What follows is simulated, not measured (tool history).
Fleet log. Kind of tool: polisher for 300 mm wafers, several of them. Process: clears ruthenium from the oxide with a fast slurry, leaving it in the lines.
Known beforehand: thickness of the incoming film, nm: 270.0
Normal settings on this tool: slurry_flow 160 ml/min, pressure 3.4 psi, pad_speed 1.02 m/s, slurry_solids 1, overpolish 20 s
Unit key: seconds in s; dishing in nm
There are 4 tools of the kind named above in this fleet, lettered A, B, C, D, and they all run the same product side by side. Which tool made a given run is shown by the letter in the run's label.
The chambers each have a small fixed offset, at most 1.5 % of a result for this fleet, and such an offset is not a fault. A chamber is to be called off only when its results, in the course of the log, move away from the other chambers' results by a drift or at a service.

run,hour,slurry_flow,pressure,pad_speed,slurry_solids,overpolish,wafers polished on this pad,hours since the slurry nozzle was cleaned,hours since the head pressure was calibrated,hours since the slurry blender was calibrated,seconds,dishing
1A,7.2,160,3.4,1.02,1,20,671,318,595.8,297.4,55.037,49.462
2C,17.7,160,3.4,1.02,1,20,469,233.7,287.9,218.7,56.154,50.239
# hour 18.2: chamber C: slurry blender recalibrated
# hour 24.6: chamber A: slurry blender recalibrated
3D,30.9,160,3.4,1.02,1,20,445,74.5,666.8,218.9,52.222,52.245
4B,40.9,160,3.4,1.02,1,20,748,77.2,424.4,127.2,52.631,50.709
# hour 47.8: chamber A: worn pad replaced by a new one
5C,50.7,140,3.4,1.02,0.75,20,761,266.7,320.9,32.6,64.397,45.792
# hour 57.8: chamber C: worn pad replaced by a new one
6B,63.3,140,3.4,1.02,0.75,20,946,99.6,446.8,149.6,64.731,45.625
7D,73.9,140,3.4,1.02,0.75,20,825,117.5,709.8,261.9,62.211,47.88
8A,80.1,140,3.4,1.02,0.75,20,285,390.9,668.7,55.6,61.741,46.057
# hour 86.7: chamber B: worn pad replaced by a new one
9A,91.3,160,3.4,1.02,1,20,384,402.1,679.9,66.8,52.788,49.165
10D,100.6,160,3.4,1.24,0.9,20,1061,144.2,736.5,288.6,45.419,54.87
# hour 108.8: chamber D: worn pad replaced by a new one
11C,113.4,160,3.4,1.24,0.9,20,492,329.4,383.6,95.3,45.737,54.159
12B,125.5,160,3.4,1.24,0.9,20,343,161.8,509,211.8,48.252,52.777
13B,131.9,160,3.4,1.24,0.9,20,400,168.2,515.4,218.2,49.292,53.248
# hour 136: chamber D: slurry blender recalibrated
14A,145.2,160,3.4,1.02,1,20,861,456,733.8,120.7,51.791,51.442
# hour 148.2: chamber C: worn pad replaced by a new one
15D,151.3,160,3.4,1.02,1,20,376,194.9,787.2,15.3,52.514,52.409
# hour 156.9: chamber A: worn pad replaced by a new one
16C,162.5,160,3.4,1.02,1,20,126,378.5,432.7,144.4,52.418,52.12
17A,173.4,160,3.4,1.02,1.1,10,146,484.2,762,148.9,49.942,35.382
18B,183.5,160,3.4,1.02,1.1,10,856,219.8,567,269.8,55.618,32.674
19C,190,160,3.4,1.02,1.1,10,369,406,460.2,171.9,51.362,34.512
20D,200.4,160,3.4,1.02,1.1,10,810,244,836.3,64.4,52.208,35.866
21C,208,160,3.4,1.02,1,20,528,424,478.2,189.9,52.685,49.783
22B,219.6,160,3.4,1.02,1,20,1175,255.9,603.1,305.9,60.144,47.898
23A,231.2,160,3.4,1.02,1,20,657,542,819.8,206.7,53.367,49.942
24D,238.4,160,3.4,1.02,1,20,1146,282,874.3,102.4,53.128,50.535
# hour 239.3: chamber C: worn pad replaced by a new one
# hour 239.7: chamber D: head pressure recalibrated
# hour 241.6: chamber C: slurry blender recalibrated
# hour 245.5: chamber B: worn pad replaced by a new one
25C,247.3,160,3.4,1.02,1,20,71,463.3,517.5,5.8,53.471,50.916
26B,260.9,160,3.4,1.02,1,20,136,297.2,644.4,347.2,63.922,47.633
# hour 264.3: chamber D: worn pad replaced by a new one
# hour 272.1: chamber A: worn pad replaced by a new one
27D,274,160,3.4,1.02,1,20,86,317.6,34.3,138,52.814,51.328
# hour 274.9: chamber A: slurry nozzle cleaned
28A,285.6,160,3.4,1.02,1,20,119,10.8,874.2,261.1,52.575,49.91

Which is it: a chamber that has drifted or been left off by a service, a gauge drift common to all chambers, or only each chamber's usual small offset? If a chamber is off, name it and its likeliest cause.

It is chamber B that slowly wanders off from its peers.
Likeliest cause: abrasive missing from the slurry, % = 33.1.

Which of the 4 candidates below, each the usual settings with something changed and its results left as question marks, puts chamber B back in line with what the other chambers give on the usual settings?
Counts as in line when no further than this from what the other chambers average on the usual settings: seconds 3.7 s; dishing 3.6 nm
29B-1,295.4,165,4,1.2,1.05,20,,,,,?,?
29B-2,295.4,160,3.7,1.12,1.05,19,,,,,?,?
29B-3,295.4,155,2.9,0.86,0.95,22,,,,,?,?
29B-4,295.4,160,3.1,0.92,0.95,21,,,,,?,?

What the other chambers average on the usual settings: seconds 53.113 s; dishing 50.69 nm
run,seconds,dishing
29B-1,45.462,54.312
29B-2,52.969,49.519
29B-3,93.855,38.881
29B-4,81.554,41.231
With 29B-2, the chamber falls back in line with the rest.
